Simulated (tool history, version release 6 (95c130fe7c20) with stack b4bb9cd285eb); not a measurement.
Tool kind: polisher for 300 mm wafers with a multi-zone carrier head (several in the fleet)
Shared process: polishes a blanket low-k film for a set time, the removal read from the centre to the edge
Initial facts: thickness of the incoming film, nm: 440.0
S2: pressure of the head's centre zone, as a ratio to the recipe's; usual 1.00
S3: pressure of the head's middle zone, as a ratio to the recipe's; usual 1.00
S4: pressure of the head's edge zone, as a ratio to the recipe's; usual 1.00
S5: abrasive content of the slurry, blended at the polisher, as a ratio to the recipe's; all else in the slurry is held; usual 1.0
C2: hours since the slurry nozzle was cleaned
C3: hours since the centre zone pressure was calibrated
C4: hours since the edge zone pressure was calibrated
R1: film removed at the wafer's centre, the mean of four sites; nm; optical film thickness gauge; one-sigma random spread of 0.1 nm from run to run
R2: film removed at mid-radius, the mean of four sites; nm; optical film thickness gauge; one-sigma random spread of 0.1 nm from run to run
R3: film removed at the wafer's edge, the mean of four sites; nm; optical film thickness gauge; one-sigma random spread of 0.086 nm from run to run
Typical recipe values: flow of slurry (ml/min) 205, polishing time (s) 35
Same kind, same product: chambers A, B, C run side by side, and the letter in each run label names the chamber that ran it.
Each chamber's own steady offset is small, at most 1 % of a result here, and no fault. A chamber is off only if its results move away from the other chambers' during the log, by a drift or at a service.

{"run": "1A", "hour": 6.2, "flow of slurry (ml/min)": 205, "S2": 1.0, "S3": 1.0, "S4": 1.0, "S5": 1.0, "polishing time (s)": 35, "wafers polished on this pad": 544, "C2": 124.9, "C3": 168.3, "C4": 784.1, "R1": 9.2787, "R2": 9.5308, "R3": 9.5376}
{"hour": 11.5, "done": "chamber C: worn pad replaced by a new one"}
{"run": "2C", "hour": 14.7, "flow of slurry (ml/min)": 205, "S2": 1.0, "S3": 1.0, "S4": 1.0, "S5": 1.0, "polishing time (s)": 35, "wafers polished on this pad": 29, "C2": 362.8, "C3": 870.3, "C4": 281.9, "R1": 9.4415, "R2": 9.5219, "R3": 9.5277}
{"run": "3B", "hour": 20.3, "flow of slurry (ml/min)": 205, "S2": 1.0, "S3": 1.0, "S4": 1.0, "S5": 1.0, "polishing time (s)": 35, "wafers polished on this pad": 577, "C2": 98.4, "C3": 558.7, "C4": 927.6, "R1": 9.6038, "R2": 9.8037, "R3": 9.3422}
{"run": "4A", "hour": 26.2, "flow of slurry (ml/min)": 205, "S2": 1.0, "S3": 1.0, "S4": 1.0, "S5": 1.0, "polishing time (s)": 35, "wafers polished on this pad": 726, "C2": 144.9, "C3": 188.3, "C4": 804.1, "R1": 9.3941, "R2": 9.5294, "R3": 9.5871}
{"hour": 26.9, "done": "chamber A: edge zone pressure recalibrated"}
{"run": "5C", "hour": 31.2, "flow of slurry (ml/min)": 205, "S2": 1.0, "S3": 1.0, "S4": 1.0, "S5": 1.0, "polishing time (s)": 35, "wafers polished on this pad": 180, "C2": 379.3, "C3": 886.8, "C4": 298.4, "R1": 9.3141, "R2": 9.5402, "R3": 9.4834}
{"hour": 35.2, "done": "chamber B: worn pad replaced by a new one"}
{"hour": 36.2, "done": "chamber C: slurry nozzle cleaned"}
{"run": "6B", "hour": 39.4, "flow of slurry (ml/min)": 205, "S2": 1.0, "S3": 1.0, "S4": 1.0, "S5": 1.0, "polishing time (s)": 35, "wafers polished on this pad": 38, "C2": 117.5, "C3": 577.8, "C4": 946.7, "R1": 9.6286, "R2": 9.6713, "R3": 9.4768}
{"hour": 43.2, "done": "chamber A: worn pad replaced by a new one"}
{"run": "7C", "hour": 45.1, "flow of slurry (ml/min)": 270, "S2": 1.0, "S3": 1.0, "S4": 1.0, "S5": 0.8, "polishing time (s)": 35, "wafers polished on this pad": 306, "C2": 9.0, "C3": 900.7, "C4": 312.3, "R1": 8.9105, "R2": 8.9234, "R3": 8.7632}
{"run": "8A", "hour": 54.5, "flow of slurry (ml/min)": 270, "S2": 1.0, "S3": 1.0, "S4": 1.0, "S5": 0.8, "polishing time (s)": 35, "wafers polished on this pad": 103, "C2": 173.2, "C3": 216.6, "C4": 27.7, "R1": 8.7245, "R2": 8.6942, "R3": 8.7849}
{"run": "9B", "hour": 63.4, "flow of slurry (ml/min)": 270, "S2": 1.0, "S3": 1.0, "S4": 1.0, "S5": 0.8, "polishing time (s)": 35, "wafers polished on this pad": 256, "C2": 141.5, "C3": 601.8, "C4": 970.7, "R1": 8.794, "R2": 8.9879, "R3": 8.7499}
{"run": "10A", "hour": 70.7, "flow of slurry (ml/min)": 205, "S2": 1.0, "S3": 1.0, "S4": 1.0, "S5": 1.0, "polishing time (s)": 35, "wafers polished on this pad": 250, "C2": 189.4, "C3": 232.8, "C4": 43.9, "R1": 9.3998, "R2": 9.5277, "R3": 9.508}
{"run": "11B", "hour": 81.2, "flow of slurry (ml/min)": 205, "S2": 1.0, "S3": 1.0, "S4": 1.0, "S5": 1.0, "polishing time (s)": 35, "wafers polished on this pad": 418, "C2": 159.3, "C3": 619.6, "C4": 988.5, "R1": 9.6144, "R2": 9.4358, "R3": 9.5178}
{"run": "12C", "hour": 91.7, "flow of slurry (ml/min)": 205, "S2": 1.0, "S3": 1.0, "S4": 1.0, "S5": 1.0, "polishing time (s)": 35, "wafers polished on this pad": 731, "C2": 55.6, "C3": 947.3, "C4": 358.9, "R1": 9.526, "R2": 9.4178, "R3": 9.5089}
{"run": "13B", "hour": 100.1, "flow of slurry (ml/min)": 205, "S2": 1.0, "S3": 1.0, "S4": 1.0, "S5": 1.0, "polishing time (s)": 35, "wafers polished on this pad": 591, "C2": 178.2, "C3": 638.5, "C4": 1007.4, "R1": 9.41, "R2": 9.5864, "R3": 9.4201}
{"hour": 108.5, "done": "chamber C: worn pad replaced by a new one"}
{"run": "14C", "hour": 109.6, "flow of slurry (ml/min)": 205, "S2": 1.0, "S3": 1.0, "S4": 1.0, "S5": 1.0, "polishing time (s)": 35, "wafers polished on this pad": 10, "C2": 73.5, "C3": 965.2, "C4": 376.8, "R1": 9.4235, "R2": 9.4341, "R3": 9.3749}
{"hour": 110.5, "done": "chamber B: edge zone pressure recalibrated"}
{"run": "15A", "hour": 117.9, "flow of slurry (ml/min)": 205, "S2": 1.0, "S3": 1.0, "S4": 1.0, "S5": 1.0, "polishing time (s)": 39, "wafers polished on this pad": 680, "C2": 236.6, "C3": 280.0, "C4": 91.1, "R1": 10.368, "R2": 10.529, "R3": 10.525}
{"hour": 123.1, "done": "chamber B: worn pad replaced by a new one"}
{"run": "16A", "hour": 123.5, "flow of slurry (ml/min)": 205, "S2": 1.0, "S3": 1.0, "S4": 1.0, "S5": 1.0, "polishing time (s)": 39, "wafers polished on this pad": 731, "C2": 242.2, "C3": 285.6, "C4": 96.7, "R1": 10.462, "R2": 10.41, "R3": 10.66}
{"run": "17C", "hour": 129.4, "flow of slurry (ml/min)": 205, "S2": 1.0, "S3": 1.0, "S4": 1.0, "S5": 1.0, "polishing time (s)": 39, "wafers polished on this pad": 190, "C2": 93.3, "C3": 985.0, "C4": 396.6, "R1": 10.759, "R2": 10.559, "R3": 10.544}
{"run": "18B", "hour": 135.3, "flow of slurry (ml/min)": 205, "S2": 1.0, "S3": 1.0, "S4": 1.0, "S5": 1.0, "polishing time (s)": 35, "wafers polished on this pad": 111, "C2": 213.4, "C3": 673.7, "C4": 24.8, "R1": 9.5591, "R2": 9.6794, "R3": 9.4995}
{"run": "19B", "hour": 144.1, "flow of slurry (ml/min)": 205, "S2": 1.0, "S3": 1.0, "S4": 1.0, "S5": 1.0, "polishing time (s)": 35, "wafers polished on this pad": 191, "C2": 222.2, "C3": 682.5, "C4": 33.6, "R1": 9.5399, "R2": 9.7447, "R3": 9.4482}
{"hour": 147.6, "done": "chamber C: centre zone pressure recalibrated"}
{"run": "20A", "hour": 154.5, "flow of slurry (ml/min)": 205, "S2": 1.0, "S3": 1.0, "S4": 1.0, "S5": 1.2, "polishing time (s)": 35, "wafers polished on this pad": 1013, "C2": 273.2, "C3": 316.6, "C4": 127.7, "R1": 10.329, "R2": 10.301, "R3": 10.284}
{"hour": 155.6, "done": "chamber A: worn pad replaced by a new one"}
{"run": "21C", "hour": 164.1, "flow of slurry (ml/min)": 205, "S2": 1.0, "S3": 1.0, "S4": 1.0, "S5": 1.2, "polishing time (s)": 35, "wafers polished on this pad": 506, "C2": 128.0, "C3": 16.6, "C4": 431.3, "R1": 10.355, "R2": 10.178, "R3": 10.058}
{"run": "22A", "hour": 171.1, "flow of slurry (ml/min)": 205, "S2": 1.0, "S3": 1.0, "S4": 1.0, "S5": 1.2, "polishing time (s)": 35, "wafers polished on this pad": 141, "C2": 289.8, "C3": 333.2, "C4": 144.3, "R1": 10.199, "R2": 10.439, "R3": 10.267}
{"run": "23B", "hour": 178.8, "flow of slurry (ml/min)": 205, "S2": 1.0, "S3": 1.0, "S4": 1.0, "S5": 1.0, "polishing time (s)": 35, "wafers polished on this pad": 507, "C2": 256.9, "C3": 717.2, "C4": 68.3, "R1": 9.5446, "R2": 9.3198, "R3": 9.2967}
{"run": "24C", "hour": 186.5, "flow of slurry (ml/min)": 205, "S2": 1.0, "S3": 1.0, "S4": 1.0, "S5": 1.0, "polishing time (s)": 35, "wafers polished on this pad": 710, "C2": 150.4, "C3": 39.0, "C4": 453.7, "R1": 9.435, "R2": 9.5352, "R3": 9.4484}
{"run": "25B", "hour": 191.7, "flow of slurry (ml/min)": 205, "S2": 1.0, "S3": 1.0, "S4": 1.0, "S5": 1.0, "polishing time (s)": 35, "wafers polished on this pad": 624, "C2": 269.8, "C3": 730.1, "C4": 81.2, "R1": 9.3801, "R2": 9.6379, "R3": 9.2821}
{"run": "26A", "hour": 201.4, "flow of slurry (ml/min)": 160, "S2": 1.0, "S3": 0.95, "S4": 1.0, "S5": 1.0, "polishing time (s)": 35, "wafers polished on this pad": 417, "C2": 320.1, "C3": 363.5, "C4": 174.6, "R1": 9.1743, "R2": 8.7033, "R3": 9.3471}
{"hour": 206.4, "done": "chamber C: worn pad replaced by a new one"}
{"run": "27C", "hour": 208.1, "flow of slurry (ml/min)": 160, "S2": 1.0, "S3": 0.95, "S4": 1.0, "S5": 1.0, "polishing time (s)": 35, "wafers polished on this pad": 16, "C2": 172.0, "C3": 60.6, "C4": 475.3, "R1": 9.0639, "R2": 8.7199, "R3": 9.0517}
{"run": "28A", "hour": 217.6, "flow of slurry (ml/min)": 160, "S2": 1.0, "S3": 0.95, "S4": 1.0, "S5": 1.0, "polishing time (s)": 35, "wafers polished on this pad": 565, "C2": 336.3, "C3": 379.7, "C4": 190.8, "R1": 9.0798, "R2": 8.727, "R3": 9.1538}
{"hour": 221.6, "done": "chamber B: worn pad replaced by a new one"}
{"run": "29B", "hour": 222.4, "flow of slurry (ml/min)": 205, "S2": 1.0, "S3": 1.0, "S4": 1.0, "S5": 1.0, "polishing time (s)": 35, "wafers polished on this pad": 7, "C2": 300.5, "C3": 760.8, "C4": 111.9, "R1": 9.5353, "R2": 9.6271, "R3": 9.3741}
{"run": "30C", "hour": 231.8, "flow of slurry (ml/min)": 205, "S2": 1.0, "S3": 1.0, "S4": 1.0, "S5": 1.0, "polishing time (s)": 35, "wafers polished on this pad": 231, "C2": 195.7, "C3": 84.3, "C4": 499.0, "R1": 9.4114, "R2": 9.4934, "R3": 9.3072}
{"run": "31B", "hour": 240.2, "flow of slurry (ml/min)": 205, "S2": 1.0, "S3": 1.0, "S4": 1.0, "S5": 1.0, "polishing time (s)": 35, "wafers polished on this pad": 169, "C2": 318.3, "C3": 778.6, "C4": 129.7, "R1": 9.3057, "R2": 9.5543, "R3": 9.399}
{"run": "32C", "hour": 249.5, "flow of slurry (ml/min)": 205, "S2": 1.0, "S3": 1.0, "S4": 1.0, "S5": 1.0, "polishing time (s)": 35, "wafers polished on this pad": 393, "C2": 213.4, "C3": 102.0, "C4": 516.7, "R1": 9.2288, "R2": 9.6722, "R3": 9.5098}
{"hour": 252.3, "done": "chamber A: slurry nozzle cleaned"}
{"run": "33A", "hour": 254.1, "flow of slurry (ml/min)": 205, "S2": 1.0, "S3": 1.0, "S4": 1.0, "S5": 1.0, "polishing time (s)": 35, "wafers polished on this pad": 897, "C2": 1.9, "C3": 416.2, "C4": 227.3, "R1": 9.365, "R2": 9.459, "R3": 9.4731}
{"hour": 254.5, "done": "chamber A: worn pad replaced by a new one"}
{"run": "34C", "hour": 263.2, "flow of slurry (ml/min)": 205, "S2": 1.0, "S3": 1.0, "S4": 1.0, "S5": 1.0, "polishing time (s)": 35, "wafers polished on this pad": 517, "C2": 227.1, "C3": 115.7, "C4": 530.4, "R1": 9.5384, "R2": 9.5052, "R3": 9.6551}
{"run": "35A", "hour": 272.5, "flow of slurry (ml/min)": 205, "S2": 1.0, "S3": 1.0, "S4": 1.0, "S5": 1.0, "polishing time (s)": 35, "wafers polished on this pad": 164, "C2": 20.3, "C3": 434.6, "C4": 245.7, "R1": 9.52, "R2": 9.5461, "R3": 9.5743}
{"run": "36B", "hour": 281.4, "flow of slurry (ml/min)": 205, "S2": 1.0, "S3": 1.0, "S4": 1.0, "S5": 1.0, "polishing time (s)": 35, "wafers polished on this pad": 544, "C2": 359.5, "C3": 819.8, "C4": 170.9, "R1": 9.6708, "R2": 9.6447, "R3": 9.5007}
{"run": "37C", "hour": 290.9, "flow of slurry (ml/min)": 205, "S2": 1.0, "S3": 1.0, "S4": 1.0, "S5": 1.0, "polishing time (s)": 35, "wafers polished on this pad": 770, "C2": 254.8, "C3": 143.4, "C4": 558.1, "R1": 9.6098, "R2": 9.5491, "R3": 9.4176}
{"run": "38B", "hour": 298.3, "flow of slurry (ml/min)": 205, "S2": 0.96, "S3": 1.11, "S4": 1.0, "S5": 1.0, "polishing time (s)": 35, "wafers polished on this pad": 698, "C2": 376.4, "C3": 836.7, "C4": 187.8, "R1": 9.178, "R2": 10.53, "R3": 9.4622}
{"hour": 303.0, "done": "chamber C: worn pad replaced by a new one"}
{"run": "39A", "hour": 305.1, "flow of slurry (ml/min)": 205, "S2": 0.96, "S3": 1.11, "S4": 1.0, "S5": 1.0, "polishing time (s)": 35, "wafers polished on this pad": 461, "C2": 52.9, "C3": 467.2, "C4": 278.3, "R1": 8.9563, "R2": 10.54, "R3": 9.4886}
{"hour": 308.4, "done": "chamber B: worn pad replaced by a new one"}
{"run": "40C", "hour": 309.9, "flow of slurry (ml/min)": 205, "S2": 0.96, "S3": 1.11, "S4": 1.0, "S5": 1.0, "polishing time (s)": 35, "wafers polished on this pad": 63, "C2": 273.8, "C3": 162.4, "C4": 577.1, "R1": 9.0221, "R2": 10.429, "R3": 9.3958}
{"run": "41B", "hour": 318.7, "flow of slurry (ml/min)": 205, "S2": 1.0, "S3": 1.0, "S4": 1.0, "S5": 1.2, "polishing time (s)": 35, "wafers polished on this pad": 93, "C2": 396.8, "C3": 857.1, "C4": 208.2, "R1": 9.9691, "R2": 10.384, "R3": 10.123}
{"run": "42A", "hour": 327.4, "flow of slurry (ml/min)": 205, "S2": 1.0, "S3": 1.0, "S4": 1.0, "S5": 1.2, "polishing time (s)": 35, "wafers polished on this pad": 664, "C2": 75.2, "C3": 489.5, "C4": 300.6, "R1": 10.184, "R2": 10.409, "R3": 10.471}
{"run": "43C", "hour": 337.3, "flow of slurry (ml/min)": 205, "S2": 1.0, "S3": 1.0, "S4": 1.0, "S5": 1.2, "polishing time (s)": 35, "wafers polished on this pad": 312, "C2": 301.2, "C3": 189.8, "C4": 604.5, "R1": 10.241, "R2": 10.173, "R3": 10.256}
{"run": "44B", "hour": 343.3, "flow of slurry (ml/min)": 205, "S2": 1.0, "S3": 1.0, "S4": 1.0, "S5": 1.0, "polishing time (s)": 35, "wafers polished on this pad": 317, "C2": 421.4, "C3": 881.7, "C4": 232.8, "R1": 9.6462, "R2": 9.5969, "R3": 9.4607}

Is one chamber out of step, is the gauge drifting, or do the chambers differ by no more than their own small offsets? For an off chamber, give its letter and the likeliest cause.

No chamber stands off beyond its own small offset, and the gauge holds steady.
